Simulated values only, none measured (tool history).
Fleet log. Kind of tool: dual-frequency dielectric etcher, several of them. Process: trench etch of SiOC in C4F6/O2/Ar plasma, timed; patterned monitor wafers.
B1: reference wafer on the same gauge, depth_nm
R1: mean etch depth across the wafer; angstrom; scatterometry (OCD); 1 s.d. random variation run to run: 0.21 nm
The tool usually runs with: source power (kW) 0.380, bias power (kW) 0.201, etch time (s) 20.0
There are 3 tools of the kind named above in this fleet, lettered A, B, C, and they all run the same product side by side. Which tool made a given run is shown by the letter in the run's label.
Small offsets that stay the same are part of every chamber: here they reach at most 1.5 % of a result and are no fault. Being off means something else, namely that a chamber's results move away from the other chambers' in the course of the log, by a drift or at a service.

Run 1A, hour 8.6: usual settings; B1 43.230. Result: R1 420.08 angstrom.
Run 2B, hour 23.5: usual settings; B1 43.171. Result: R1 421.89 angstrom.
Run 3C, hour 32.6: usual settings; B1 43.165. Result: R1 421.52 angstrom.
Run 4C, hour 41.9: usual settings; B1 43.248. Result: R1 422.59 angstrom.
Run 5A, hour 49.8: usual settings; B1 43.218. Result: R1 418.19 angstrom.
At hour 50.8: chamber A: wet clean of the chamber.
At hour 52.5: chamber C: wet clean of the chamber.
Run 6B, hour 59.8: usual settings; B1 43.184. Result: R1 418.72 angstrom.
Run 7C, hour 75.6: usual settings; B1 43.170. Result: R1 423.72 angstrom.
Run 8B, hour 85.2: usual settings; B1 43.210. Result: R1 419.25 angstrom.
Run 9A, hour 96.1: usual settings; B1 43.194. Result: R1 416.06 angstrom.
Run 10B, hour 106.6: usual settings but etch time (s) 24.5; B1 43.254. Result: R1 504.84 angstrom.
Run 11C, hour 119.2: usual settings but etch time (s) 24.5; B1 43.199. Result: R1 515.75 angstrom.
At hour 126.1: chamber C: source power generator calibrated.
Run 12A, hour 127.3: usual settings but etch time (s) 24.5; B1 43.155. Result: R1 514.69 angstrom.
Run 13A, hour 134.6: usual settings; B1 43.234. Result: R1 415.17 angstrom.
Run 14C, hour 147.9: usual settings; B1 43.188. Result: R1 424.68 angstrom.
Run 15B, hour 159.0: usual settings; B1 43.211. Result: R1 411.63 angstrom.
Run 16C, hour 170.4: usual settings; B1 43.184. Result: R1 424.44 angstrom.
Run 17A, hour 177.8: usual settings but bias power (kW) 0.218; B1 43.234. Result: R1 432.41 angstrom.
Run 18B, hour 189.1: usual settings but bias power (kW) 0.218; B1 43.219. Result: R1 419.79 angstrom.
Run 19A, hour 200.8: usual settings but bias power (kW) 0.218; B1 43.219. Result: R1 427.42 angstrom.
Run 20B, hour 209.0: usual settings; B1 43.184. Result: R1 403.60 angstrom.
Run 21C, hour 216.5: usual settings; B1 43.226. Result: R1 422.43 angstrom.

Next, every chamber runs the same settings. What will each give?
Run 22A, hour 228.4: usual settings. Result: R1 ?.
Run 22B, hour 228.4: usual settings. Result: R1 ?.
Run 22C, hour 228.4: usual settings. Result: R1 ?.

run      R1
22A  416.32
22B  402.49
22C  421.33
